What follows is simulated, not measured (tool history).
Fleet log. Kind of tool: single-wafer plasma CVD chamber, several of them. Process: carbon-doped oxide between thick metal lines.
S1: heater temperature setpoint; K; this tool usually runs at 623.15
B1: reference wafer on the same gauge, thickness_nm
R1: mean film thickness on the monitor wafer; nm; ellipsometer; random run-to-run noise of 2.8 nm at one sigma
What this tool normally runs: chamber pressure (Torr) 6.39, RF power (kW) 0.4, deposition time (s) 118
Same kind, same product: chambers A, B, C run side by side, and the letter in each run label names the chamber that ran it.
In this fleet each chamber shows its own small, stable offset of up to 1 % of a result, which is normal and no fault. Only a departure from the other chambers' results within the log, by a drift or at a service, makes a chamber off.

Run 1A, hour 8.1: usual settings; B1 519.77. Result: R1 523.5 nm.
Run 2C, hour 22.2: usual settings; B1 520.48. Result: R1 526.55 nm.
Run 3B, hour 37.7: usual settings; B1 520.04. Result: R1 524.67 nm.
At hour 47.4: chamber C: RF generator calibrated.
Run 4B, hour 49.9: usual settings; B1 520.19. Result: R1 525.91 nm.
Run 5C, hour 64.1: usual settings; B1 519.53. Result: R1 523.39 nm.
Run 6A, hour 73.1: usual settings but S1 630.15 K, chamber pressure (Torr) 7.75; B1 519.54. Result: R1 521.43 nm.
Run 7B, hour 81.8: usual settings but S1 630.15 K, chamber pressure (Torr) 7.75; B1 520.08. Result: R1 522.39 nm.
Run 8C, hour 91.4: usual settings but S1 630.15 K, chamber pressure (Torr) 7.75; B1 520.61. Result: R1 523.19 nm.
Run 9A, hour 107.7: usual settings; B1 520.08. Result: R1 525.27 nm.
Run 10B, hour 114.9: usual settings; B1 520.17. Result: R1 533.95 nm.
Run 11C, hour 125.7: usual settings; B1 519.55. Result: R1 525.76 nm.
Run 12A, hour 138.2: usual settings; B1 519.5. Result: R1 526.88 nm.
Run 13C, hour 149.9: usual settings; B1 519.81. Result: R1 525.59 nm.
Run 14A, hour 163.6: usual settings but S1 634.15 K, chamber pressure (Torr) 5.83; B1 520.56. Result: R1 503.62 nm.
Run 15B, hour 174.4: usual settings but S1 634.15 K, chamber pressure (Torr) 5.83; B1 519.52. Result: R1 511.48 nm.
Run 16B, hour 188: usual settings but S1 634.15 K, chamber pressure (Torr) 5.83; B1 520.38. Result: R1 501.57 nm.
Run 17C, hour 195.8: usual settings; B1 519.71. Result: R1 518.23 nm.
Run 18A, hour 208.2: usual settings; B1 519.49. Result: R1 522.86 nm.
Run 19B, hour 215.9: usual settings; B1 519.82. Result: R1 529.25 nm.
Run 20A, hour 232: usual settings; B1 520.23. Result: R1 522.88 nm.
Run 21C, hour 245.8: usual settings; B1 520.31. Result: R1 530.62 nm.
Run 22C, hour 260.8: usual settings; B1 519.83. Result: R1 528.89 nm.
Run 23A, hour 269.1: usual settings; B1 520.15. Result: R1 521.06 nm.
Run 24B, hour 284.8: usual settings but chamber pressure (Torr) 7.34, RF power (kW) 0.375; B1 519.84. Result: R1 510.09 nm.
Run 25B, hour 293.5: usual settings but chamber pressure (Torr) 7.34, RF power (kW) 0.375; B1 520.33. Result: R1 510.63 nm.
Run 26C, hour 309.9: usual settings but chamber pressure (Torr) 7.34, RF power (kW) 0.375; B1 519.8. Result: R1 504.39 nm.
Run 27A, hour 323: usual settings; B1 520.15. Result: R1 522.38 nm.
At hour 338.1: chamber B: RF generator calibrated.
Run 28B, hour 339: usual settings; B1 520.21. Result: R1 532.47 nm.
Run 29C, hour 347.3: usual settings; B1 520.56. Result: R1 525.18 nm.

Next, all 3 chambers run the settings below, one line each with question marks for the results. What does each chamber give?
Run 30A, hour 359.2: usual settings. Result: R1 ?.
Run 30B, hour 359.2: usual settings. Result: R1 ?.
Run 30C, hour 359.2: usual settings. Result: R1 ?.

run      R1
30A  527.48
30B  529.29
30C  521.28
